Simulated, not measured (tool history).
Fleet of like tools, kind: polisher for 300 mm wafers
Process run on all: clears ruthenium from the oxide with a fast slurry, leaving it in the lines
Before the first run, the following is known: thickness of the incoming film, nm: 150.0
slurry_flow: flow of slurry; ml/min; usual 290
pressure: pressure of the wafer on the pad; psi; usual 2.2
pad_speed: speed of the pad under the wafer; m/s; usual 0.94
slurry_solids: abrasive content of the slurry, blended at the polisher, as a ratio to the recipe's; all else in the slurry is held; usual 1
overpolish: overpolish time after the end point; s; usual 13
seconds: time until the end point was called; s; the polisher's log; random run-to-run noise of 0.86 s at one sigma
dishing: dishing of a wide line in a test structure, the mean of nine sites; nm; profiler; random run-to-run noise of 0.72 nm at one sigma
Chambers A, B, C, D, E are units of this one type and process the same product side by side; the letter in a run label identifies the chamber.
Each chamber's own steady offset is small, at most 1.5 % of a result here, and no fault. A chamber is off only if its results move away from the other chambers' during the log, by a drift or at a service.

| run | day | slurry_flow | pressure | pad_speed | slurry_solids | overpolish | wafers polished on this pad | hours since the slurry nozzle was cleaned | hours since the head pressure was calibrated | hours since the slurry blender was calibrated | seconds | dishing |
|---|---|---|---|---|---|---|---|---|---|---|---|---|
| 1C | 0.15 | 290 | 2.2 | 0.94 | 1 | 13 | 254 | 7.3 | 29.3 | 160.1 | 46.883 | 34.282 |
|  | 0.258 | chamber B: slurry nozzle cleaned |
| 2B | 0.3 | 290 | 2.2 | 0.94 | 1 | 13 | 549 | 1 | 936.9 | 8.7 | 48.4 | 33.537 |
| 3A | 0.512 | 290 | 2.2 | 0.94 | 1 | 13 | 1204 | 15.1 | 265 | 74.6 | 48.82 | 33.547 |
|  | 0.688 | chamber D: worn pad replaced by a new one |
| 4D | 0.7 | 290 | 2.2 | 0.94 | 1 | 13 | 5 | 350.2 | 607.3 | 339.9 | 50.419 | 33.441 |
|  | 0.725 | chamber A: worn pad replaced by a new one |
|  | 0.854 | chamber C: worn pad replaced by a new one |
| 5E | 0.883 | 290 | 2.2 | 0.94 | 1 | 13 | 457 | 189 | 777.5 | 319.4 | 48.272 | 33.106 |
| 6E | 1.058 | 290 | 2.2 | 0.94 | 1 | 13 | 517 | 193.2 | 781.7 | 323.6 | 48.961 | 33.797 |
| 7A | 1.175 | 290 | 2.2 | 0.94 | 1 | 13 | 154 | 31 | 280.9 | 90.5 | 47.319 | 32.467 |
|  | 1.292 | chamber E: worn pad replaced by a new one |
| 8C | 1.329 | 290 | 2.2 | 0.82 | 1 | 13 | 163 | 35.6 | 57.6 | 188.4 | 55.062 | 29.856 |
| 9D | 1.562 | 290 | 2.2 | 0.82 | 1 | 13 | 300 | 370.9 | 628 | 360.6 | 55.603 | 30.019 |
| 10B | 1.779 | 290 | 2.2 | 0.82 | 1 | 13 | 1056 | 36.5 | 972.4 | 44.2 | 55.123 | 29.852 |
|  | 1.879 | chamber B: worn pad replaced by a new one |
| 11E | 1.975 | 290 | 2.2 | 0.82 | 1 | 13 | 234 | 215.2 | 803.7 | 345.6 | 55.559 | 29.701 |
|  | 2.138 | chamber E: slurry blender recalibrated |
| 12D | 2.167 | 290 | 2.2 | 0.82 | 1 | 13 | 507 | 385.4 | 642.5 | 375.1 | 57.011 | 29.619 |
|  | 2.296 | chamber D: slurry blender recalibrated |
|  | 2.358 | chamber C: worn pad replaced by a new one |
| 13C | 2.358 | 290 | 2.2 | 0.94 | 1 | 13 | 1 | 60.3 | 82.3 | 213.1 | 48.512 | 33.47 |
| 14A | 2.567 | 290 | 2.2 | 1.04 | 1 | 6 | 630 | 64.4 | 314.3 | 123.9 | 44.287 | 17.761 |
|  | 2.675 | chamber E: worn pad replaced by a new one |
| 15B | 2.704 | 290 | 2.2 | 1.04 | 1 | 6 | 283 | 58.7 | 994.6 | 66.4 | 45.279 | 17.546 |
| 16C | 2.85 | 290 | 2.2 | 1.04 | 1 | 6 | 169 | 72.1 | 94.1 | 224.9 | 43.45 | 18.493 |
| 17B | 3.012 | 290 | 2.2 | 1.04 | 1 | 6 | 388 | 66.1 | 1002 | 73.8 | 45.722 | 17.462 |
| 18E | 3.167 | 290 | 2.2 | 1.04 | 1 | 6 | 169 | 243.8 | 832.3 | 24.7 | 42.751 | 17.443 |
|  | 3.188 | chamber E: slurry nozzle cleaned |
| 19A | 3.417 | 290 | 2.2 | 0.94 | 1 | 13 | 921 | 84.8 | 334.7 | 144.3 | 50.666 | 33.45 |
| 20D | 3.538 | 290 | 2.2 | 0.94 | 1 | 13 | 976 | 418.3 | 675.4 | 29.8 | 50.266 | 33.19 |
|  | 3.642 | chamber D: head pressure recalibrated |
|  | 3.733 | chamber C: worn pad replaced by a new one |
| 21B | 3.746 | 290 | 2.2 | 0.94 | 1 | 13 | 639 | 83.7 | 1019.6 | 91.4 | 48.948 | 34.6 |
|  | 3.921 | chamber A: slurry blender recalibrated |
| 22E | 3.958 | 290 | 2.2 | 0.94 | 1 | 13 | 440 | 18.6 | 851.3 | 43.7 | 49.491 | 34.119 |
| 23D | 4.217 | 290 | 2.2 | 0.94 | 1 | 13 | 1209 | 434.6 | 13.8 | 46.1 | 48.713 | 33.025 |
|  | 4.342 | chamber E: worn pad replaced by a new one |
|  | 4.358 | chamber B: worn pad replaced by a new one |
|  | 4.404 | chamber D: worn pad replaced by a new one |
| 24A | 4.475 | 290 | 2.2 | 0.94 | 1 | 13 | 1283 | 110.2 | 360.1 | 13.3 | 50.123 | 33.202 |
|  | 4.604 | chamber A: worn pad replaced by a new one |
| 25C | 4.667 | 290 | 2.2 | 0.94 | 1 | 13 | 320 | 115.7 | 137.7 | 268.5 | 48.573 | 33.799 |
| 26B | 4.783 | 290 | 2.2 | 0.94 | 1 | 13 | 146 | 108.6 | 1044.5 | 116.3 | 49.372 | 32.624 |
| 27E | 4.992 | 290 | 2.2 | 0.94 | 1 | 13 | 223 | 43.4 | 876.1 | 68.5 | 48.688 | 33.4 |
|  | 5.1 | chamber C: slurry blender recalibrated |
| 28A | 5.162 | 290 | 2.2 | 0.94 | 1 | 13 | 192 | 126.7 | 376.6 | 29.8 | 48.705 | 32.406 |
|  | 5.212 | chamber C: worn pad replaced by a new one |
| 29C | 5.358 | 290 | 2.2 | 0.94 | 1 | 13 | 50 | 132.3 | 154.3 | 6.2 | 49.879 | 33.461 |
| 30D | 5.612 | 290 | 2.2 | 0.94 | 1 | 13 | 414 | 468.1 | 47.3 | 79.6 | 49.082 | 33.596 |
| 31B | 5.733 | 290 | 2.2 | 0.94 | 1 | 13 | 471 | 131.4 | 1067.3 | 139.1 | 51.005 | 34.381 |
|  | 5.812 | chamber E: worn pad replaced by a new one |
| 32C | 5.925 | 290 | 2.2 | 0.94 | 1 | 13 | 244 | 145.9 | 167.9 | 19.8 | 49.603 | 33.626 |
| 33D | 6.138 | 290 | 2.2 | 0.94 | 1 | 13 | 594 | 480.7 | 59.9 | 92.2 | 48.373 | 32.913 |
| 34A | 6.404 | 290 | 2.2 | 0.94 | 1.1 | 13 | 617 | 156.5 | 406.4 | 59.6 | 47.718 | 32.872 |
| 35E | 6.546 | 290 | 2.2 | 0.94 | 1.1 | 13 | 251 | 80.7 | 913.4 | 105.8 | 47.653 | 34.621 |

Which is it: a chamber that has drifted or been left off by a service, a gauge drift common to all chambers, or only each chamber's usual small offset? If a chamber is off, name it and its likeliest cause.

No chamber stands off beyond its own small offset, and the gauge holds steady.
